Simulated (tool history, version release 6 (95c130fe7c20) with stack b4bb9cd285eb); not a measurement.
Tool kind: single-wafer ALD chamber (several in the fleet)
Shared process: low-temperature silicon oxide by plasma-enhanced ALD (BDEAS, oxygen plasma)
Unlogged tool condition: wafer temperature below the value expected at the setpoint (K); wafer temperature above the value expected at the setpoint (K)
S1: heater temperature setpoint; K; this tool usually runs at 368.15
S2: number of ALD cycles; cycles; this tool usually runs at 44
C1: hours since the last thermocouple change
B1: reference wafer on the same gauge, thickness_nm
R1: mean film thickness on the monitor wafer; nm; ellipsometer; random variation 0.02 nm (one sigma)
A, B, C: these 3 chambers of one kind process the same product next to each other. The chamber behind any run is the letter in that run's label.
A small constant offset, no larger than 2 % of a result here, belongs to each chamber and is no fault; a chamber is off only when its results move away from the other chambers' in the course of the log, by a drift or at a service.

Run 1A, hour 13.2: usual settings; C1 222.1; B1 6.7516. Result: R1 6.4176 nm.
Run 2B, hour 23.1: usual settings; C1 861.3; B1 6.7495. Result: R1 6.3701 nm.
Run 3C, hour 30.0: usual settings; C1 1066.1; B1 6.7497. Result: R1 6.3035 nm.
Run 4A, hour 36.8: usual settings; C1 245.7; B1 6.7477. Result: R1 6.4362 nm.
Run 5B, hour 49.3: usual settings but S1 374.15 K, S2 40 cycles; C1 887.5; B1 6.7510. Result: R1 5.6663 nm.
Run 6C, hour 58.1: usual settings but S1 374.15 K, S2 40 cycles; C1 1094.2; B1 6.7559. Result: R1 5.5942 nm.
Run 7A, hour 68.3: usual settings but S1 374.15 K, S2 40 cycles; C1 277.2; B1 6.7467. Result: R1 5.7378 nm.
Run 8B, hour 82.9: usual settings; C1 921.1; B1 6.7457. Result: R1 6.3250 nm.
Run 9C, hour 92.2: usual settings; C1 1128.3; B1 6.7488. Result: R1 6.2981 nm.
At hour 101.7: chamber C: thermocouple changed; heater temperature recalibrated.
Run 10B, hour 103.6: usual settings; C1 941.8; B1 6.7506. Result: R1 6.3704 nm.
Run 11C, hour 118.1: usual settings; C1 16.4; B1 6.7564. Result: R1 6.3131 nm.
Run 12A, hour 128.9: usual settings; C1 337.8; B1 6.7487. Result: R1 6.3914 nm.
Run 13B, hour 138.2: usual settings; C1 976.4; B1 6.7461. Result: R1 6.3736 nm.
Run 14C, hour 150.2: usual settings; C1 48.5; B1 6.7558. Result: R1 6.3002 nm.
Run 15A, hour 164.0: usual settings; C1 372.9; B1 6.7491. Result: R1 6.4234 nm.
Run 16A, hour 176.7: usual settings; C1 385.6; B1 6.7515. Result: R1 6.4307 nm.
Run 17B, hour 186.6: usual settings; C1 1024.8; B1 6.7462. Result: R1 6.3560 nm.
Run 18C, hour 193.5: usual settings; C1 91.8; B1 6.7566. Result: R1 6.3090 nm.
Run 19B, hour 207.1: usual settings; C1 1045.3; B1 6.7512. Result: R1 6.3252 nm.
Run 20C, hour 222.1: usual settings; C1 120.4; B1 6.7510. Result: R1 6.2761 nm.
Run 21A, hour 230.0: usual settings but S1 382.15 K, S2 48 cycles; C1 438.9; B1 6.7500. Result: R1 6.7586 nm.
Run 22C, hour 242.2: usual settings but S1 382.15 K, S2 48 cycles; C1 140.5; B1 6.7501. Result: R1 6.6583 nm.
Run 23A, hour 250.8: usual settings but S1 382.15 K, S2 48 cycles; C1 459.7; B1 6.7486. Result: R1 6.7085 nm.
Run 24B, hour 257.3: usual settings; C1 1095.5; B1 6.7543. Result: R1 6.3572 nm.
Run 25A, hour 272.4: usual settings; C1 481.3; B1 6.7530. Result: R1 6.4401 nm.
Run 26C, hour 282.7: usual settings; C1 181.0; B1 6.7472. Result: R1 6.2798 nm.
Run 27B, hour 293.1: usual settings; C1 1131.3; B1 6.7493. Result: R1 6.3451 nm.
Run 28C, hour 301.8: usual settings but S1 354.15 K; C1 200.1; B1 6.7495. Result: R1 6.5878 nm.
Run 29A, hour 311.8: usual settings but S1 354.15 K; C1 520.7; B1 6.7506. Result: R1 6.7639 nm.
Run 30B, hour 322.7: usual settings but S1 354.15 K; C1 1160.9; B1 6.7509. Result: R1 6.6738 nm.
Run 31A, hour 333.3: usual settings; C1 542.2; B1 6.7489. Result: R1 6.3848 nm.
Run 32C, hour 340.2: usual settings; C1 238.5; B1 6.7509. Result: R1 6.3102 nm.
Run 33B, hour 354.8: usual settings; C1 1193.0; B1 6.7504. Result: R1 6.3556 nm.
Run 34A, hour 362.2: usual settings; C1 571.1; B1 6.7487. Result: R1 6.4214 nm.
Run 35C, hour 374.6: usual settings; C1 272.9; B1 6.7484. Result: R1 6.2821 nm.

Predict what each chamber gives when all 3 of them run the settings below next.
Run 36A, hour 385.5: usual settings. Result: R1 ?.
Run 36B, hour 385.5: usual settings. Result: R1 ?.
Run 36C, hour 385.5: usual settings. Result: R1 ?.

run      R1
36A  6.3738
36B  6.3221
36C  6.2809
